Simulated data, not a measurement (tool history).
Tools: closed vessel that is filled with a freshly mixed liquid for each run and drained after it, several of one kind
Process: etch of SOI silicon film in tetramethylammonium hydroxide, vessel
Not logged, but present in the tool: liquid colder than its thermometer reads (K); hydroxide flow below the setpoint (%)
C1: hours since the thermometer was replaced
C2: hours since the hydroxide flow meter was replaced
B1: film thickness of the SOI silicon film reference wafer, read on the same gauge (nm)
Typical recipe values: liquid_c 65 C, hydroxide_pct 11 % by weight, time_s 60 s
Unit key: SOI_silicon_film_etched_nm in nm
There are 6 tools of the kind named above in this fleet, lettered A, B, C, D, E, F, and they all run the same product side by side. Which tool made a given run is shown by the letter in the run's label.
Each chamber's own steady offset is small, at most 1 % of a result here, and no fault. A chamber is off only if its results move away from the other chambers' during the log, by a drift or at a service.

{"run": "1C", "hour": 7.0, "liquid_c": 65, "hydroxide_pct": 11, "time_s": 60, "C1": 1985.3, "C2": 1324.8, "B1": 29.969, "SOI_silicon_film_etched_nm": 319.09}
{"run": "2B", "hour": 16.7, "liquid_c": 65, "hydroxide_pct": 11, "time_s": 60, "C1": 447.7, "C2": 274.8, "B1": 30.004, "SOI_silicon_film_etched_nm": 321.48}
{"run": "3F", "hour": 29.3, "liquid_c": 65, "hydroxide_pct": 11, "time_s": 60, "C1": 1597.9, "C2": 139.6, "B1": 30, "SOI_silicon_film_etched_nm": 316.14}
{"run": "4A", "hour": 42.0, "liquid_c": 65, "hydroxide_pct": 11, "time_s": 60, "C1": 1975.5, "C2": 93.7, "B1": 29.983, "SOI_silicon_film_etched_nm": 324.39}
{"run": "5E", "hour": 48.0, "liquid_c": 65, "hydroxide_pct": 8.5, "time_s": 75, "C1": 1014.7, "C2": 206, "B1": 30.002, "SOI_silicon_film_etched_nm": 439.8}
{"run": "6D", "hour": 56.8, "liquid_c": 65, "hydroxide_pct": 8.5, "time_s": 75, "C1": 578.1, "C2": 480.4, "B1": 30.021, "SOI_silicon_film_etched_nm": 428.73}
{"run": "7F", "hour": 69.0, "liquid_c": 65, "hydroxide_pct": 8.5, "time_s": 75, "C1": 1637.6, "C2": 179.3, "B1": 29.968, "SOI_silicon_film_etched_nm": 440.08}
{"run": "8C", "hour": 79.2, "liquid_c": 65, "hydroxide_pct": 8.5, "time_s": 75, "C1": 2057.5, "C2": 1397, "B1": 29.942, "SOI_silicon_film_etched_nm": 432.26}
{"run": "9E", "hour": 87.3, "liquid_c": 65, "hydroxide_pct": 8.5, "time_s": 75, "C1": 1054, "C2": 245.3, "B1": 29.998, "SOI_silicon_film_etched_nm": 435.48}
{"run": "10B", "hour": 93.5, "liquid_c": 65, "hydroxide_pct": 8.5, "time_s": 75, "C1": 524.5, "C2": 351.6, "B1": 30.03, "SOI_silicon_film_etched_nm": 440.53}
{"run": "11A", "hour": 99.7, "liquid_c": 65, "hydroxide_pct": 11, "time_s": 60, "C1": 2033.2, "C2": 151.4, "B1": 30.023, "SOI_silicon_film_etched_nm": 321.14}
{"run": "12D", "hour": 107.1, "liquid_c": 65, "hydroxide_pct": 11, "time_s": 60, "C1": 628.4, "C2": 530.7, "B1": 30.003, "SOI_silicon_film_etched_nm": 310.52}
{"run": "13E", "hour": 114.5, "liquid_c": 65, "hydroxide_pct": 11, "time_s": 60, "C1": 1081.2, "C2": 272.5, "B1": 30.046, "SOI_silicon_film_etched_nm": 318.7}
{"run": "14F", "hour": 124.6, "liquid_c": 65, "hydroxide_pct": 11, "time_s": 60, "C1": 1693.2, "C2": 234.9, "B1": 30.003, "SOI_silicon_film_etched_nm": 318.3}
{"run": "15A", "hour": 135.5, "liquid_c": 65, "hydroxide_pct": 11, "time_s": 60, "C1": 2069, "C2": 187.2, "B1": 29.974, "SOI_silicon_film_etched_nm": 316}
{"run": "16B", "hour": 144.4, "liquid_c": 65, "hydroxide_pct": 11, "time_s": 60, "C1": 575.4, "C2": 402.5, "B1": 30.006, "SOI_silicon_film_etched_nm": 318.23}
{"run": "17C", "hour": 156.4, "liquid_c": 60.5, "hydroxide_pct": 8, "time_s": 60, "C1": 2134.7, "C2": 1474.2, "B1": 29.994, "SOI_silicon_film_etched_nm": 267.61}
{"run": "18D", "hour": 167.5, "liquid_c": 60.5, "hydroxide_pct": 8, "time_s": 60, "C1": 688.8, "C2": 591.1, "B1": 30.005, "SOI_silicon_film_etched_nm": 265.88}
{"run": "19C", "hour": 174.2, "liquid_c": 60.5, "hydroxide_pct": 8, "time_s": 60, "C1": 2152.5, "C2": 1492, "B1": 29.989, "SOI_silicon_film_etched_nm": 264.6}
{"run": "20A", "hour": 184.3, "liquid_c": 60.5, "hydroxide_pct": 8, "time_s": 60, "C1": 2117.8, "C2": 236, "B1": 30.028, "SOI_silicon_film_etched_nm": 267.84}
{"run": "21F", "hour": 193.6, "liquid_c": 60.5, "hydroxide_pct": 8, "time_s": 60, "C1": 1762.2, "C2": 303.9, "B1": 29.987, "SOI_silicon_film_etched_nm": 271.2}
{"run": "22D", "hour": 201.5, "liquid_c": 60.5, "hydroxide_pct": 8, "time_s": 60, "C1": 722.8, "C2": 625.1, "B1": 29.992, "SOI_silicon_film_etched_nm": 266.25}
{"run": "23B", "hour": 214.0, "liquid_c": 65, "hydroxide_pct": 11, "time_s": 60, "C1": 645, "C2": 472.1, "B1": 30.001, "SOI_silicon_film_etched_nm": 314.5}
{"run": "24E", "hour": 222.8, "liquid_c": 65, "hydroxide_pct": 11, "time_s": 60, "C1": 1189.5, "C2": 380.8, "B1": 29.983, "SOI_silicon_film_etched_nm": 316.85}
{"run": "25F", "hour": 229.5, "liquid_c": 65, "hydroxide_pct": 11, "time_s": 60, "C1": 1798.1, "C2": 339.8, "B1": 30.012, "SOI_silicon_film_etched_nm": 318.12}
{"run": "26C", "hour": 236.4, "liquid_c": 65, "hydroxide_pct": 11, "time_s": 60, "C1": 2214.7, "C2": 1554.2, "B1": 29.995, "SOI_silicon_film_etched_nm": 319.54}
{"run": "27D", "hour": 244.8, "liquid_c": 72, "hydroxide_pct": 8, "time_s": 60, "C1": 766.1, "C2": 668.4, "B1": 30.044, "SOI_silicon_film_etched_nm": 532.74}
{"run": "28E", "hour": 257.4, "liquid_c": 72, "hydroxide_pct": 8, "time_s": 60, "C1": 1224.1, "C2": 415.4, "B1": 30.028, "SOI_silicon_film_etched_nm": 543.26}
{"run": "29A", "hour": 270.1, "liquid_c": 72, "hydroxide_pct": 8, "time_s": 60, "C1": 2203.6, "C2": 321.8, "B1": 30.024, "SOI_silicon_film_etched_nm": 527.92}
{"run": "30B", "hour": 279.5, "liquid_c": 72, "hydroxide_pct": 8, "time_s": 60, "C1": 710.5, "C2": 537.6, "B1": 29.997, "SOI_silicon_film_etched_nm": 535.64}
{"run": "31E", "hour": 285.9, "liquid_c": 72, "hydroxide_pct": 8, "time_s": 60, "C1": 1252.6, "C2": 443.9, "B1": 30.027, "SOI_silicon_film_etched_nm": 538.48}
{"run": "32F", "hour": 297.9, "liquid_c": 72, "hydroxide_pct": 8, "time_s": 60, "C1": 1866.5, "C2": 408.2, "B1": 30.015, "SOI_silicon_film_etched_nm": 531.92}
{"run": "33A", "hour": 306.6, "liquid_c": 65, "hydroxide_pct": 11, "time_s": 60, "C1": 2240.1, "C2": 358.3, "B1": 30.021, "SOI_silicon_film_etched_nm": 302.09}
{"run": "34C", "hour": 315.5, "liquid_c": 65, "hydroxide_pct": 11, "time_s": 60, "C1": 2293.8, "C2": 1633.3, "B1": 30.006, "SOI_silicon_film_etched_nm": 318.35}
{"hour": 325.9, "done": "chamber B: hydroxide flow meter replaced"}
{"run": "35B", "hour": 326.5, "liquid_c": 65, "hydroxide_pct": 11, "time_s": 60, "C1": 757.5, "C2": 0.7, "B1": 29.986, "SOI_silicon_film_etched_nm": 321.47}
{"run": "36D", "hour": 339.3, "liquid_c": 65, "hydroxide_pct": 11, "time_s": 60, "C1": 860.6, "C2": 762.9, "B1": 30.01, "SOI_silicon_film_etched_nm": 316.92}
{"run": "37D", "hour": 350.2, "liquid_c": 59, "hydroxide_pct": 11, "time_s": 90, "C1": 871.5, "C2": 773.8, "B1": 30.003, "SOI_silicon_film_etched_nm": 329.95}
{"run": "38F", "hour": 361.6, "liquid_c": 59, "hydroxide_pct": 11, "time_s": 90, "C1": 1930.2, "C2": 471.9, "B1": 30.001, "SOI_silicon_film_etched_nm": 337.65}
{"run": "39C", "hour": 373.0, "liquid_c": 59, "hydroxide_pct": 11, "time_s": 90, "C1": 2351.3, "C2": 1690.8, "B1": 29.991, "SOI_silicon_film_etched_nm": 326.91}
{"run": "40E", "hour": 379.2, "liquid_c": 59, "hydroxide_pct": 11, "time_s": 90, "C1": 1345.9, "C2": 537.2, "B1": 29.993, "SOI_silicon_film_etched_nm": 335.41}
{"run": "41A", "hour": 385.8, "liquid_c": 59, "hydroxide_pct": 11, "time_s": 90, "C1": 2319.3, "C2": 437.5, "B1": 30.036, "SOI_silicon_film_etched_nm": 301.4}

Has any chamber moved away from the others, gradually or after a service, or does the common gauge drift, or do the chambers differ only by their own small steady offsets? State the chamber and the most likely cause if one applies.

It is chamber A that slowly wanders off from its peers.
Cause: liquid colder than its thermometer reads (K) = 1.44.

Chamber A could run next with any of the 4 candidate recipes listed below; each alters the usual settings, and their results appear as question marks. Which one brings its results back in line with what the other chambers deliver on the usual settings?
Allowed miss from the other chambers' usual-settings mean, per result, to count as in line: SOI_silicon_film_etched_nm 9.9 nm
{"run": "42A-1", "hour": 395.7, "liquid_c": 66.5, "hydroxide_pct": 11, "time_s": 60, "SOI_silicon_film_etched_nm": "?"}
{"run": "42A-2", "hour": 395.7, "liquid_c": 64.5, "hydroxide_pct": 11, "time_s": 60, "SOI_silicon_film_etched_nm": "?"}
{"run": "42A-3", "hour": 395.7, "liquid_c": 65, "hydroxide_pct": 13.5, "time_s": 60, "SOI_silicon_film_etched_nm": "?"}
{"run": "42A-4", "hour": 395.7, "liquid_c": 65.5, "hydroxide_pct": 11, "time_s": 60, "SOI_silicon_film_etched_nm": "?"}

The mean the other chambers reach with the usual settings: SOI_silicon_film_etched_nm 317.43 nm
run=42A-1 SOI_silicon_film_etched_nm=322.08
run=42A-2 SOI_silicon_film_etched_nm=284.86
run=42A-3 SOI_silicon_film_etched_nm=269.76
run=42A-4 SOI_silicon_film_etched_nm=302.96
The right change is 42A-1: it brings the chamber back within the allowed miss of the others.
